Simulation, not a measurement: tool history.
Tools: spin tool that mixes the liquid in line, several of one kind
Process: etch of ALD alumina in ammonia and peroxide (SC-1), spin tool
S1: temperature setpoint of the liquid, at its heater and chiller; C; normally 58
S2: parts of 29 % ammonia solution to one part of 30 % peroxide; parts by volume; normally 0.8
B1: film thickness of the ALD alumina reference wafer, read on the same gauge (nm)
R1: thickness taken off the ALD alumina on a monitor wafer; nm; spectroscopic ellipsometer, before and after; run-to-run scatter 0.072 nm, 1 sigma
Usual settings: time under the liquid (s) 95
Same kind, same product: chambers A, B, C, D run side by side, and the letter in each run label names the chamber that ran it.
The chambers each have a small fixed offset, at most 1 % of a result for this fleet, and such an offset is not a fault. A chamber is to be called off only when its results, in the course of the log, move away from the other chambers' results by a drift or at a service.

run 1A hour=2.2 | S1=58 S2=0.8 time_under_the_liquid_(s)=95 | B1=100.02 | R1=7.7155
run 2D hour=4.9 | S1=58 S2=0.8 time_under_the_liquid_(s)=95 | B1=99.999 | R1=7.7404
run 3B hour=8.9 | S1=58 S2=0.8 time_under_the_liquid_(s)=95 | B1=100.01 | R1=7.8513
run 4C hour=12.7 | S1=58 S2=0.8 time_under_the_liquid_(s)=95 | B1=100 | R1=7.8618
run 5A hour=16.3 | S1=63 S2=0.8 time_under_the_liquid_(s)=95 | B1=100.01 | R1=9.9076
run 6D hour=18.8 | S1=63 S2=0.8 time_under_the_liquid_(s)=95 | B1=100.01 | R1=9.9893
run 7B hour=21.5 | S1=63 S2=0.8 time_under_the_liquid_(s)=95 | B1=99.993 | R1=10.016
run 8C hour=24.6 | S1=63 S2=0.8 time_under_the_liquid_(s)=95 | B1=100.01 | R1=10.141
run 9B hour=26.9 | S1=53 S2=0.8 time_under_the_liquid_(s)=60 | B1=100.01 | R1=3.7552
run 10A hour=29.9 | S1=53 S2=0.8 time_under_the_liquid_(s)=60 | B1=100.02 | R1=3.7948
run 11D hour=33 | S1=53 S2=0.8 time_under_the_liquid_(s)=60 | B1=99.978 | R1=3.7786
run 12C hour=37 | S1=53 S2=0.8 time_under_the_liquid_(s)=60 | B1=100.02 | R1=3.7019
run 13C hour=41.5 | S1=58 S2=0.8 time_under_the_liquid_(s)=95 | B1=100 | R1=7.8212
run 14D hour=44.5 | S1=58 S2=0.8 time_under_the_liquid_(s)=95 | B1=100.03 | R1=7.7267
run 15B hour=47.1 | S1=58 S2=0.8 time_under_the_liquid_(s)=95 | B1=100 | R1=7.8809
run 16A hour=50.7 | S1=58 S2=0.8 time_under_the_liquid_(s)=95 | B1=100.02 | R1=7.7478
run 17B hour=55.5 | S1=58 S2=0.8 time_under_the_liquid_(s)=95 | B1=100.01 | R1=7.7119
run 18D hour=57.7 | S1=58 S2=0.8 time_under_the_liquid_(s)=95 | B1=99.991 | R1=7.8329
run 19A hour=61.8 | S1=58 S2=0.8 time_under_the_liquid_(s)=95 | B1=99.997 | R1=7.6281
-- hour=64.8 chamber B: new drum of ammonia solution connected
run 20C hour=65 | S1=58 S2=0.8 time_under_the_liquid_(s)=95 | B1=99.991 | R1=7.707
run 21C hour=68.3 | S1=58 S2=0.8 time_under_the_liquid_(s)=95 | B1=99.993 | R1=7.7773
run 22A hour=72.7 | S1=58 S2=0.8 time_under_the_liquid_(s)=95 | B1=99.99 | R1=7.7448
run 23D hour=76.5 | S1=58 S2=0.8 time_under_the_liquid_(s)=95 | B1=99.988 | R1=7.7173
run 24B hour=81.1 | S1=58 S2=0.8 time_under_the_liquid_(s)=95 | B1=100.02 | R1=7.7962
run 25C hour=85.4 | S1=58 S2=0.8 time_under_the_liquid_(s)=95 | B1=99.997 | R1=7.7503
run 26B hour=90.2 | S1=58 S2=0.8 time_under_the_liquid_(s)=95 | B1=100.01 | R1=7.7875
run 27A hour=92.5 | S1=58 S2=0.8 time_under_the_liquid_(s)=95 | B1=100.03 | R1=7.829
run 28D hour=95.2 | S1=58 S2=1.15 time_under_the_liquid_(s)=135 | B1=99.997 | R1=11.485
run 29B hour=100 | S1=58 S2=1.15 time_under_the_liquid_(s)=135 | B1=100.01 | R1=11.513
run 30D hour=103.7 | S1=58 S2=1.15 time_under_the_liquid_(s)=135 | B1=100.02 | R1=11.446
run 31A hour=108.5 | S1=58 S2=1.15 time_under_the_liquid_(s)=135 | B1=100.01 | R1=11.4
run 32C hour=113 | S1=63 S2=0.8 time_under_the_liquid_(s)=145 | B1=99.988 | R1=15.181
run 33C hour=115.1 | S1=63 S2=0.8 time_under_the_liquid_(s)=145 | B1=99.997 | R1=15.286

Which is it: a chamber that has drifted or been left off by a service, a gauge drift common to all chambers, or only each chamber's usual small offset? If a chamber is off, name it and its likeliest cause.

Neither any chamber nor the gauge drifts; the chambers differ only by their own small, steady offsets.
